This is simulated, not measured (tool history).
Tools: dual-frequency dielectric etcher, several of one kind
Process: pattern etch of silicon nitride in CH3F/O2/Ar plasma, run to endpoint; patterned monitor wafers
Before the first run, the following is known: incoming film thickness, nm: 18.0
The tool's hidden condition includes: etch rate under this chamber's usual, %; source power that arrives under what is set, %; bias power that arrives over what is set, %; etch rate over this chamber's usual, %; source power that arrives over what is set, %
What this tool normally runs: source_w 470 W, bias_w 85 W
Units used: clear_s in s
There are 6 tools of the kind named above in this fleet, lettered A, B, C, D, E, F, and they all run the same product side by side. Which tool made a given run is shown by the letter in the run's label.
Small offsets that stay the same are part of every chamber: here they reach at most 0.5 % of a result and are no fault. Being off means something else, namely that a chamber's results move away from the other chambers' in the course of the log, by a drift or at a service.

run,hour,source_w,bias_w,hours since the last wet clean,hours since the last source power generator calibration,hours since the last bias power generator calibration,clear_s
1A,13.1,470,85,116.8,531.6,1268.9,22.935
2E,21.9,470,85,340.5,2072.6,1389.2,22.913
3B,37.9,470,85,105,3467.4,3979.9,23.138
# hour 40.1: chamber F: wet clean of the chamber
4C,47.8,470,85,511.2,598.6,1818.4,23.366
5F,64,470,85,24,3266.8,995.7,23.168
6D,79,470,85,233.6,2285.8,3270.2,23.101
7C,90.2,470,85,553.6,641,1860.8,23.063
8D,100.8,470,97,255.4,2307.6,3292,22.021
9F,116.2,470,97,76.2,3319,1047.9,21.923
# hour 123.1: chamber C: wet clean of the chamber
10A,127.1,470,97,230.8,645.6,1382.9,22.111
11E,140.3,470,97,458.9,2191,1507.6,22.06
# hour 142.3: chamber D: source power generator calibrated
12B,148.2,470,97,215.3,3577.7,4090.2,21.925
13D,160.2,470,97,314.8,17.9,3351.4,21.938
14A,173.5,470,85,277.2,692,1429.3,23.494
# hour 179.9: chamber B: bias power generator calibrated
# hour 180: chamber D: wet clean of the chamber
15C,186.6,530,72,63.5,737.4,1957.2,23.425
16B,197.5,530,72,264.6,3627,17.7,23.278
17E,210.9,530,72,529.5,2261.6,1578.2,23.209
18F,218.2,530,72,178.2,3421,1149.9,23.373
19E,225.7,530,72,544.3,2276.4,1593,23.273
20B,235.7,530,72,302.8,3665.2,55.9,23.474
# hour 246.3: chamber B: wet clean of the chamber
21A,248.6,470,85,352.3,767.1,1504.4,23.504
22D,264.7,470,85,84.8,122.4,3455.9,23.017
# hour 266.1: chamber F: source power generator calibrated
23F,272,470,85,232,6,1203.7,23.076
# hour 277.4: chamber E: wet clean of the chamber
24C,284.7,570,78,161.6,835.5,2055.3,22.077
25D,294.5,570,78,114.6,152.2,3485.7,21.862
26E,310.5,570,78,33.2,2361.2,1677.8,21.892
27A,318.9,570,78,422.6,837.4,1574.7,22.701
28F,335,570,78,295,69,1266.7,22.028
29B,348.3,570,78,102,3777.8,168.5,22.093
30C,361.4,470,85,238.3,912.2,2132,23.223
31B,374.5,470,85,128.2,3804,194.7,23.079
32C,389,470,85,265.9,939.8,2159.6,23.194
# hour 394.6: chamber B: source power generator calibrated
33A,399.7,470,85,503.4,918.2,1655.5,23.885
34D,416,470,85,236.1,273.7,3607.2,23.083
35F,431.7,570,85,391.7,165.7,1363.4,21.45
36E,439.4,570,85,162.1,2490.1,1806.7,21.411
37A,449.8,570,85,553.5,968.3,1705.6,22.196
# hour 464.8: chamber F: wet clean of the chamber
38F,465.2,570,85,0.5,199.2,1396.9,21.52
39B,472.4,570,85,226.1,77.8,292.6,21.591

Read the log: is a single chamber off, either drifting away or since a service, is the gauge that measures every chamber drifting, or is nothing wrong beyond small per-chamber offsets? Name any odd chamber and what most likely caused it.

It is chamber A that slowly wanders off from its peers.
Cause: etch rate under this chamber's usual, % = 3.44.

Chamber A could run next with any of the 4 candidate recipes listed below; each alters the usual settings, and their results appear as question marks. Which one brings its results back in line with what the other chambers deliver on the usual settings?
To be in line, a result may differ from the other chambers' mean on the usual settings by at most: clear_s 0.3 s
40A-1,484,480,85,,,,?
40A-2,484,450,81,,,,?
40A-3,484,510,85,,,,?
40A-4,484,460,85,,,,?

Mean of the other chambers on the usual settings: clear_s 23.114 s
run,clear_s
40A-1,23.756
40A-2,24.763
40A-3,23.218
40A-4,24.141
40A-3 puts the chamber back in line with the other chambers.

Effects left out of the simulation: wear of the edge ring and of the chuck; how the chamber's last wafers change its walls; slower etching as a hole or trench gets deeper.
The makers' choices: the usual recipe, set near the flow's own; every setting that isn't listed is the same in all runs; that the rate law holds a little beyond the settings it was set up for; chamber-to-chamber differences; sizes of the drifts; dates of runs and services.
